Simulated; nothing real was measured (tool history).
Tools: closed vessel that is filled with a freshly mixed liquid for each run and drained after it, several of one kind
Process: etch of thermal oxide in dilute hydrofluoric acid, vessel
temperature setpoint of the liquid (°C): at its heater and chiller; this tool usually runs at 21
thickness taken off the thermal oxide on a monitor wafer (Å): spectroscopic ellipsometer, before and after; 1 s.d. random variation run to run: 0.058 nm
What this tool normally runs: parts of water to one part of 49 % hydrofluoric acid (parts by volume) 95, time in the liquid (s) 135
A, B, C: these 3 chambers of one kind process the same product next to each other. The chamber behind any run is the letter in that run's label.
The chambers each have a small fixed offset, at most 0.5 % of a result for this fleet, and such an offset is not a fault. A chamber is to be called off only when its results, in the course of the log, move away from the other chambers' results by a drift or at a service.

run   hour  temperature setpoint of the liquid (°C)  parts of water to one part of 49 % hydrofluoric acid (parts by volume)  time in the liquid (s)  hours since the thermometer was replaced  hours since the hydrofluoric acid flow meter was replaced  read-back film thickness of the thermal oxide reference wafer, read on the same gauge (nm)  thickness taken off the thermal oxide on a monitor wafer (Å)
 1B    5.6                                       21                                                                      95                     135                                     901.8                                                      104.9                                                                                      29.995                                                        62.699
 2A   10.7                                       21                                                                      95                     135                                    1045.1                                                      248.5                                                                                      29.964                                                        60.865
 3C   16.7                                       21                                                                      95                     135                                     480.4                                                       1661                                                                                      30.035                                                         61.62
 4C   22.1                                       21                                                                      95                     135                                     485.8                                                     1666.4                                                                                      30.004                                                        61.287
 5A     28                                       21                                                                      95                     135                                    1062.4                                                      265.8                                                                                      30.011                                                        61.729
 6B   32.2                                       21                                                                      95                     135                                     928.4                                                      131.5                                                                                      30.022                                                        61.587
 7B   36.5                                       21                                                                      95                     135                                     932.7                                                      135.8                                                                                      30.007                                                        62.445
      39.8  -- chamber C: hydrofluoric acid flow meter replaced
 8A   42.4                                       21                                                                      95                     135                                    1076.8                                                      280.2                                                                                      30.007                                                        61.024
 9C   46.1                                       21                                                                      95                     135                                     509.8                                                        6.3                                                                                      30.024                                                        60.948
10A   49.9                                       21                                                                     135                      85                                    1084.3                                                      287.7                                                                                      29.988                                                         25.73
11B   55.4                                       21                                                                     135                      85                                     951.6                                                      154.7                                                                                      30.004                                                        25.974
12C   58.9                                       21                                                                     135                      85                                     522.6                                                       19.1                                                                                       29.96                                                        25.903
13B   62.9                                       21                                                                      95                     135                                     959.1                                                      162.2                                                                                      29.993                                                        61.648
14A   66.5                                       21                                                                      95                     135                                    1100.9                                                      304.3                                                                                      30.005                                                        61.854
15C   73.3                                       21                                                                      95                     135                                       537                                                       33.5                                                                                      30.019                                                        61.514
16A   77.6                                       21                                                                      95                      90                                      1112                                                      315.4                                                                                      29.994                                                         41.21
17C   81.9                                       21                                                                      95                      90                                     545.6                                                       42.1                                                                                      30.009                                                        40.739
18B   88.6                                       21                                                                      95                      90                                     984.8                                                      187.9                                                                                      29.995                                                        40.829
19C     94                                       21                                                                      95                     135                                     557.7                                                       54.2                                                                                      29.969                                                        60.904
20B   97.6                                       21                                                                      95                     135                                     993.8                                                      196.9                                                                                      29.964                                                        61.904
21A  101.6                                       21                                                                      95                     135                                      1136                                                      339.4                                                                                      30.012                                                        61.767
22B  106.1                                       21                                                                      95                     135                                    1002.3                                                      205.4                                                                                      30.031                                                         61.96
23C  110.7                                       21                                                                      95                     135                                     574.4                                                       70.9                                                                                      29.975                                                        60.962
24A  114.4                                       21                                                                      95                     135                                    1148.8                                                      352.2                                                                                      30.015                                                        62.227
25C  117.6                                       17                                                                      95                     100                                     581.3                                                       77.8                                                                                          30                                                         38.64
26A  123.3                                       17                                                                      95                     100                                    1157.7                                                      361.1                                                                                       30.01                                                         38.36

Read the log: is a single chamber off, either drifting away or since a service, is the gauge that measures every chamber drifting, or is nothing wrong beyond small per-chamber offsets? Name any odd chamber and what most likely caused it.

Neither any chamber nor the gauge drifts; the chambers differ only by their own small, steady offsets.

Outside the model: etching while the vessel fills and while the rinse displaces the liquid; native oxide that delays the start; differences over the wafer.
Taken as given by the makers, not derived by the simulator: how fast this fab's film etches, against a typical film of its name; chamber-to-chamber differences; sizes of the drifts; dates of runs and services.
